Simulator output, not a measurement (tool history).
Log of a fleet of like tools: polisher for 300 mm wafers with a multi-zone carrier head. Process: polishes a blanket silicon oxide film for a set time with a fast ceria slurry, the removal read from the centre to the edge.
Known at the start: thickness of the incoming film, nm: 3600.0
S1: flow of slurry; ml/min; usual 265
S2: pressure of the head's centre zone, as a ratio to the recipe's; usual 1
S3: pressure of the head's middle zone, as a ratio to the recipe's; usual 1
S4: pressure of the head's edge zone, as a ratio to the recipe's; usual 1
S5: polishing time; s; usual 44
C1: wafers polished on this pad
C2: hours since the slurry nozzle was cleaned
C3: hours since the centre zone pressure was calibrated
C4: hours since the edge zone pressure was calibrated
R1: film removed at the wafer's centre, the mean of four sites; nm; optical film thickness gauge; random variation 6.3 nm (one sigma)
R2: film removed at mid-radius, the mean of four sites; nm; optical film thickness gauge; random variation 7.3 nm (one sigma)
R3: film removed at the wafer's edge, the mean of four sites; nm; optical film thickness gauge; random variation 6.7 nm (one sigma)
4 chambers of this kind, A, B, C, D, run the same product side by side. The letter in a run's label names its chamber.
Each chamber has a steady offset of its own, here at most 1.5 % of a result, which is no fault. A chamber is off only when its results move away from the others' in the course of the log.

run,hour,S1,S2,S3,S4,S5,C1,C2,C3,C4,R1,R2,R3
# hour 0.4: chamber C: worn pad replaced by a new one
1C,8.1,265,1,1,1,44,66,72,273.9,320.3,593.68,614.57,604.69
2A,13.7,265,1,1,1,44,1213,366.6,324.5,333.2,609.18,615.21,603.47
# hour 15.6: chamber A: worn pad replaced by a new one
3B,26,265,1,1,1,44,548,184.3,795,107.8,604.46,602.63,595.43
4D,32.4,265,1,1,1,44,600,258.7,386.9,1387.6,615.23,598.69,603.72
5C,42.5,265,1,1,1,44,361,106.4,308.3,354.7,595.72,598.79,613.01
# hour 47: chamber D: worn pad replaced by a new one
6D,48.2,265,1,1,1,44,10,274.5,402.7,1403.4,615.06,607.81,603.84
7A,53.9,265,1,1,1,44,328,406.8,364.7,373.4,599.51,595.61,596.94
8B,63.3,265,1,1,1,44,868,221.6,832.3,145.1,609.14,609.73,592.91
9C,70.6,265,1,1,1,44,602,134.5,336.4,382.8,597.21,603.02,591.36
10D,77.3,265,1,1,1,44,260,303.6,431.8,1432.5,613.82,602.39,602.2
11B,89.7,265,1,1,1,44,1095,248,858.7,171.5,602.76,599.06,605.19
# hour 96.4: chamber D: edge zone pressure recalibrated
# hour 99.8: chamber C: worn pad replaced by a new one
12A,99.9,265,1,1,1,44,723,452.8,410.7,419.4,598.38,608.93,610.73
13D,110.7,265,1,1,1,44,546,337,465.2,14.3,606.32,601.3,606.69
# hour 112: chamber B: worn pad replaced by a new one
14A,117.3,265,1,1,1,56,872,470.2,428.1,436.8,783.52,784.83,778.96
15B,124,265,1,1,1,56,103,282.3,893,205.8,758.59,767.45,779.06
16C,133.5,265,1,1,1,56,289,197.4,399.3,445.7,767.88,759.32,770.8
# hour 135: chamber D: worn pad replaced by a new one
17B,143.8,265,1,1,1,56,273,302.1,912.8,225.6,774.06,765.76,761.98
# hour 148.4: chamber A: worn pad replaced by a new one
18D,151.1,265,1,1,1,44,138,377.4,505.6,54.7,616.58,600.45,586.01
# hour 154.3: chamber D: centre zone pressure recalibrated
19C,161.8,265,1,1,1,44,532,225.7,427.6,474,614.26,604.39,586.43
20A,170.8,265,1,1,1,44,192,523.7,481.6,490.3,635.66,605.95,611.06
# hour 178.7: chamber C: slurry nozzle cleaned
21A,181.8,265,1,1,1,44,286,534.7,492.6,501.3,639.2,611.42,613.12
22B,190.9,265,1,1,1,44,677,349.2,959.9,272.7,596.87,602.87,609.1
# hour 195.2: chamber C: worn pad replaced by a new one
23C,197.8,265,1,1,1,44,22,19.2,463.6,510,599.59,611.75,608.88
# hour 198.7: chamber C: edge zone pressure recalibrated
24D,210.1,265,1,1,1,44,644,436.4,55.8,113.7,613.72,603.75,600.28
# hour 213.8: chamber D: worn pad replaced by a new one
25C,221.8,265,1,1,1,44,228,43.2,487.6,23.2,598.06,595.74,600.08
26B,232.7,265,1,1,1,44,1036,391,1001.7,314.5,601.1,598.21,610.87
27A,243.8,265,1.1,0.93,1,44,818,596.7,554.6,563.3,733.7,571.77,608.96
28D,254.4,265,1.1,0.93,1,44,348,480.7,100.1,158,676.65,555.3,604.78
29A,263.6,265,1.1,0.93,1,44,988,616.5,574.4,583.1,735.13,572.77,609.18

Next, every chamber runs the same settings. What will each give?
30A,272.6,265,1,1,1,44,,,,,?,?,?
30B,272.6,265,1,1,1,44,,,,,?,?,?
30C,272.6,265,1,1,1,44,,,,,?,?,?
30D,272.6,265,1,1,1,44,,,,,?,?,?

run,R1,R2,R3
30A,673.98,600.86,593.11
30B,590.5,601.03,603.97
30C,604.95,604.98,607.67
30D,618.42,606.48,580.32
